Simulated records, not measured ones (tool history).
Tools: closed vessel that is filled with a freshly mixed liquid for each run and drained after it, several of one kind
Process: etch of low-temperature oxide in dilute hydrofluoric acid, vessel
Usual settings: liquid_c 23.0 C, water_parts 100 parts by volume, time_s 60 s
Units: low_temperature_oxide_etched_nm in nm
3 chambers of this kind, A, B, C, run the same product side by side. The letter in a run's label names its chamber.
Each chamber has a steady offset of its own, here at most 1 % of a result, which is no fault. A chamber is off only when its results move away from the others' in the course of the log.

run   hour  liquid_c  water_parts  time_s  hours since the thermometer was replaced  hours since the hydrofluoric acid flow meter was replaced  read-back film thickness of the low-temperature oxide reference wafer, read on the same gauge (nm)  low_temperature_oxide_etched_nm
 1A    8.8      23.0          100      60                                     451.1                                                      119.8                                                                                              29.981                          19.0840
 2C   17.1      23.0          100      60                                     417.1                                                      374.6                                                                                              29.997                          18.9050
 3B   22.9      23.0          100      60                                     245.7                                                      248.5                                                                                              29.967                          18.9390
 4B   33.0      23.0          100      60                                     255.8                                                      258.6                                                                                              29.987                          19.1250
 5C   43.3      23.0          100      60                                     443.3                                                      400.8                                                                                              29.990                          19.1290
 6A   52.7      23.0          100      60                                     495.0                                                      163.7                                                                                              29.997                          19.2250
 7B   61.1      23.0          100      60                                     283.9                                                      286.7                                                                                              29.996                          19.2020
 8A   69.8      23.0          100      60                                     512.1                                                      180.8                                                                                              29.979                          18.9220
 9C   79.7      23.0          100      60                                     479.7                                                      437.2                                                                                              30.016                          18.9440
10C   85.3      23.0          120      35                                     485.3                                                      442.8                                                                                              30.016                           9.1322
11A   90.5      23.0          120      35                                     532.8                                                      201.5                                                                                              29.964                           8.9663
12B   96.2      23.0          120      35                                     319.0                                                      321.8                                                                                              29.995                           9.2166
13C  103.2      23.0           55      60                                     503.2                                                      460.7                                                                                              30.013                          36.3310
14A  114.4      23.0           55      60                                     556.7                                                      225.4                                                                                              30.018                          36.0610
15B  124.3      23.0           55      60                                     347.1                                                      349.9                                                                                              30.003                          37.2430
16C  134.5      23.0          100      60                                     534.5                                                      492.0                                                                                              30.010                          19.0170
     137.0  -- chamber C: thermometer replaced
17B  142.4      27.5          100      60                                     365.2                                                      368.0                                                                                              29.989                          23.6240
18A  151.1      27.5          100      60                                     593.4                                                      262.1                                                                                              30.002                          22.5370
19A  159.7      27.5          100      60                                     602.0                                                      270.7                                                                                              29.993                          22.5920
20B  166.5      23.0          100      60                                     389.3                                                      392.1                                                                                              30.005                          20.0270
21C  173.3      23.0          100      85                                      36.3                                                      530.8                                                                                              30.007                          27.5650
22A  179.9      23.0          100      85                                     622.2                                                      290.9                                                                                              30.004                          27.2670
23B  187.5      23.0          100      85                                     410.3                                                      413.1                                                                                              30.025                          27.9450
24C  194.0      23.0          100      60                                      57.0                                                      551.5                                                                                              29.992                          19.0450
25C  202.3      23.0          100      60                                      65.3                                                      559.8                                                                                              30.016                          19.0820
26A  208.5      23.0          100      60                                     650.8                                                      319.5                                                                                              30.017                          19.0590
27B  217.8      23.0          100      60                                     440.6                                                      443.4                                                                                              29.981                          20.4340
28A  228.2      23.0          100      60                                     670.5                                                      339.2                                                                                              29.998                          19.0480
29C  238.4      23.0          100      60                                     101.4                                                      595.9                                                                                              29.997                          19.1110
30B  248.5      23.0          100      60                                     471.3                                                      474.1                                                                                              30.017                          20.3690
31A  258.0      23.0          100      60                                     700.3                                                      369.0                                                                                              29.958                          18.9990
32C  267.8      23.0          100      60                                     130.8                                                      625.3                                                                                              29.998                          19.1400
33B  273.9      23.0          100      60                                     496.7                                                      499.5                                                                                              29.998                          20.6960
34A  278.8      23.0          100      60                                     721.1                                                      389.8                                                                                              29.984                          18.9130
35B  285.0      23.0          100      40                                     507.8                                                      510.6                                                                                              30.036                          13.7000

Is one chamber off against the others, does the gauge drift, or is nothing wrong? If a chamber is off, say which, and what the likeliest cause is.

Chamber B drifts away from the others.
Cause: liquid hotter than its thermometer reads (K) = 1.94.
The log may not tell that from: hydrofluoric acid flow above the setpoint (%).

Here are 4 candidates for chamber B's next run, each the usual settings with a change, their results left as question marks. Which one brings its results back in line with what the others give on the usual settings?
In line means no further than this from the other chambers' mean on the usual settings: low_temperature_oxide_etched_nm 0.5400 nm
36B-1  293.1      23.0          105      55                                                                                                                                                                                                                                         ?
36B-2  293.1      23.5           90      60                                                                                                                                                                                                                                         ?
36B-3  293.1      23.0          100      55                                                                                                                                                                                                                                         ?
36B-4  293.1      25.0          100      60                                                                                                                                                                                                                                         ?

The other chambers' mean on the usual settings: low_temperature_oxide_etched_nm 19.0430 nm
  run  low_temperature_oxide_etched_nm
36B-1                          18.0760
36B-2                          23.8850
36B-3                          19.0910
36B-4                          22.4870
36B-3 brings the chamber back in line.

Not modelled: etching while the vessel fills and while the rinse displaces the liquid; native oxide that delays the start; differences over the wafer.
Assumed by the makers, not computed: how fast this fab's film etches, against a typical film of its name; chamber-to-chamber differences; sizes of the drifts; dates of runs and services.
